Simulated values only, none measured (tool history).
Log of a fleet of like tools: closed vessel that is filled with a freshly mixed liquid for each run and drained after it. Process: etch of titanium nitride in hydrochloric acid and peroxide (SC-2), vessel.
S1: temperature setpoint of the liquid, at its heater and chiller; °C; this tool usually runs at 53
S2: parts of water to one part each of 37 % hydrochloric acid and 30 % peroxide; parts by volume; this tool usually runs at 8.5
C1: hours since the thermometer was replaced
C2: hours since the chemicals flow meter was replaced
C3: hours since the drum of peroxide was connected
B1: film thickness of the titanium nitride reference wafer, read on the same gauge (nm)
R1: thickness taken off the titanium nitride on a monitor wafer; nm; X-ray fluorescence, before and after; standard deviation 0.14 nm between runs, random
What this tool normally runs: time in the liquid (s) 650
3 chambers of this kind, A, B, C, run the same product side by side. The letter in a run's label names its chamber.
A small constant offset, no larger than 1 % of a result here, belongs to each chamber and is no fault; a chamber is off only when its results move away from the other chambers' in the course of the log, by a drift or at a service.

run 1C hour=9.1 | S1=53 S2=8.5 time_in_the_liquid_(s)=650 | C1=1867.5 C2=294.9 C3=262.2 | B1=119.96 | R1=18.8230
run 2A hour=15.8 | S1=53 S2=8.5 time_in_the_liquid_(s)=650 | C1=430.1 C2=670.2 C3=1023.8 | B1=119.97 | R1=18.7400
run 3B hour=22.0 | S1=53 S2=8.5 time_in_the_liquid_(s)=650 | C1=1815.0 C2=448.0 C3=499.4 | B1=120.04 | R1=19.2080
run 4A hour=30.3 | S1=53 S2=8.5 time_in_the_liquid_(s)=650 | C1=444.6 C2=684.7 C3=1038.3 | B1=120.02 | R1=18.8660
run 5C hour=38.3 | S1=53 S2=8.5 time_in_the_liquid_(s)=650 | C1=1896.7 C2=324.1 C3=291.4 | B1=120.02 | R1=18.8560
run 6B hour=45.7 | S1=53 S2=8.5 time_in_the_liquid_(s)=295 | C1=1838.7 C2=471.7 C3=523.1 | B1=119.99 | R1=8.5137
run 7B hour=52.7 | S1=53 S2=8.5 time_in_the_liquid_(s)=295 | C1=1845.7 C2=478.7 C3=530.1 | B1=120.01 | R1=8.6810
run 8C hour=61.7 | S1=53 S2=8.5 time_in_the_liquid_(s)=295 | C1=1920.1 C2=347.5 C3=314.8 | B1=119.97 | R1=8.6168
run 9A hour=70.7 | S1=53 S2=8.5 time_in_the_liquid_(s)=650 | C1=485.0 C2=725.1 C3=1078.7 | B1=119.98 | R1=18.8160
run 10B hour=75.6 | S1=53 S2=8.5 time_in_the_liquid_(s)=650 | C1=1868.6 C2=501.6 C3=553.0 | B1=120.01 | R1=19.0520
run 11A hour=79.8 | S1=53 S2=8.5 time_in_the_liquid_(s)=650 | C1=494.1 C2=734.2 C3=1087.8 | B1=120.00 | R1=18.8320
run 12C hour=87.4 | S1=53 S2=8.5 time_in_the_liquid_(s)=650 | C1=1945.8 C2=373.2 C3=340.5 | B1=120.00 | R1=18.8330
run 13C hour=93.8 | S1=57 S2=5.5 time_in_the_liquid_(s)=650 | C1=1952.2 C2=379.6 C3=346.9 | B1=120.02 | R1=34.8620
-- hour=96.7 chamber C: new drum of peroxide connected
run 14B hour=99.3 | S1=57 S2=5.5 time_in_the_liquid_(s)=650 | C1=1892.3 C2=525.3 C3=576.7 | B1=120.01 | R1=34.9930
run 15A hour=105.0 | S1=57 S2=5.5 time_in_the_liquid_(s)=650 | C1=519.3 C2=759.4 C3=1113.0 | B1=120.00 | R1=34.9470
run 16A hour=114.0 | S1=53 S2=8.5 time_in_the_liquid_(s)=650 | C1=528.3 C2=768.4 C3=1122.0 | B1=120.02 | R1=19.0780
run 17C hour=120.7 | S1=53 S2=8.5 time_in_the_liquid_(s)=650 | C1=1979.1 C2=406.5 C3=24.1 | B1=119.98 | R1=18.8800
run 18B hour=127.1 | S1=53 S2=8.5 time_in_the_liquid_(s)=650 | C1=1920.1 C2=553.1 C3=604.5 | B1=119.99 | R1=18.9730
-- hour=129.2 chamber B: thermometer replaced
run 19B hour=131.7 | S1=53 S2=8.5 time_in_the_liquid_(s)=650 | C1=2.5 C2=557.7 C3=609.1 | B1=120.00 | R1=18.9450
run 20C hour=136.9 | S1=53 S2=8.5 time_in_the_liquid_(s)=650 | C1=1995.3 C2=422.7 C3=40.3 | B1=120.01 | R1=19.2350
run 21A hour=145.9 | S1=53 S2=8.5 time_in_the_liquid_(s)=650 | C1=560.2 C2=800.3 C3=1153.9 | B1=120.02 | R1=19.0550
run 22B hour=154.3 | S1=53 S2=8.5 time_in_the_liquid_(s)=650 | C1=25.1 C2=580.3 C3=631.7 | B1=119.97 | R1=19.0970
run 23C hour=159.2 | S1=53 S2=8.5 time_in_the_liquid_(s)=650 | C1=2017.6 C2=445.0 C3=62.6 | B1=120.00 | R1=18.7030
-- hour=162.2 chamber A: new drum of peroxide connected
run 24A hour=166.8 | S1=53 S2=8.5 time_in_the_liquid_(s)=465 | C1=581.1 C2=821.2 C3=4.7 | B1=120.01 | R1=13.9030
run 25C hour=174.4 | S1=53 S2=8.5 time_in_the_liquid_(s)=465 | C1=2032.8 C2=460.2 C3=77.8 | B1=119.99 | R1=13.6000
run 26A hour=179.0 | S1=53 S2=8.5 time_in_the_liquid_(s)=465 | C1=593.3 C2=833.4 C3=16.9 | B1=120.02 | R1=13.9070
run 27B hour=187.4 | S1=53 S2=8.5 time_in_the_liquid_(s)=650 | C1=58.2 C2=613.4 C3=664.8 | B1=120.01 | R1=19.1720
run 28A hour=192.3 | S1=53 S2=8.5 time_in_the_liquid_(s)=650 | C1=606.6 C2=846.7 C3=30.2 | B1=120.02 | R1=19.5000
run 29C hour=197.5 | S1=53 S2=8.5 time_in_the_liquid_(s)=650 | C1=2055.9 C2=483.3 C3=100.9 | B1=120.00 | R1=18.8540
run 30B hour=203.8 | S1=53 S2=8.5 time_in_the_liquid_(s)=650 | C1=74.6 C2=629.8 C3=681.2 | B1=120.03 | R1=19.1510
run 31B hour=211.4 | S1=53 S2=8.5 time_in_the_liquid_(s)=770 | C1=82.2 C2=637.4 C3=688.8 | B1=120.03 | R1=22.1270
run 32C hour=219.2 | S1=53 S2=8.5 time_in_the_liquid_(s)=770 | C1=2077.6 C2=505.0 C3=122.6 | B1=120.01 | R1=22.2870
run 33A hour=227.9 | S1=53 S2=8.5 time_in_the_liquid_(s)=770 | C1=642.2 C2=882.3 C3=65.8 | B1=120.00 | R1=23.4620
run 34A hour=233.6 | S1=53 S2=8.5 time_in_the_liquid_(s)=650 | C1=647.9 C2=888.0 C3=71.5 | B1=120.00 | R1=19.9000
run 35B hour=237.5 | S1=53 S2=8.5 time_in_the_liquid_(s)=650 | C1=108.3 C2=663.5 C3=714.9 | B1=119.98 | R1=18.8640
run 36C hour=242.5 | S1=53 S2=8.5 time_in_the_liquid_(s)=650 | C1=2100.9 C2=528.3 C3=145.9 | B1=120.00 | R1=18.9040
run 37C hour=248.8 | S1=53 S2=8.5 time_in_the_liquid_(s)=650 | C1=2107.2 C2=534.6 C3=152.2 | B1=119.99 | R1=18.8860

Next, all 3 chambers run the settings below, one line each with question marks for the results. What does each chamber give?
run 38A hour=255.3 | S1=53 S2=10.0 time_in_the_liquid_(s)=650 | R1=?
run 38B hour=255.3 | S1=53 S2=10.0 time_in_the_liquid_(s)=650 | R1=?
run 38C hour=255.3 | S1=53 S2=10.0 time_in_the_liquid_(s)=650 | R1=?

run=38A R1=17.3810
run=38B R1=16.6900
run=38C R1=16.5830

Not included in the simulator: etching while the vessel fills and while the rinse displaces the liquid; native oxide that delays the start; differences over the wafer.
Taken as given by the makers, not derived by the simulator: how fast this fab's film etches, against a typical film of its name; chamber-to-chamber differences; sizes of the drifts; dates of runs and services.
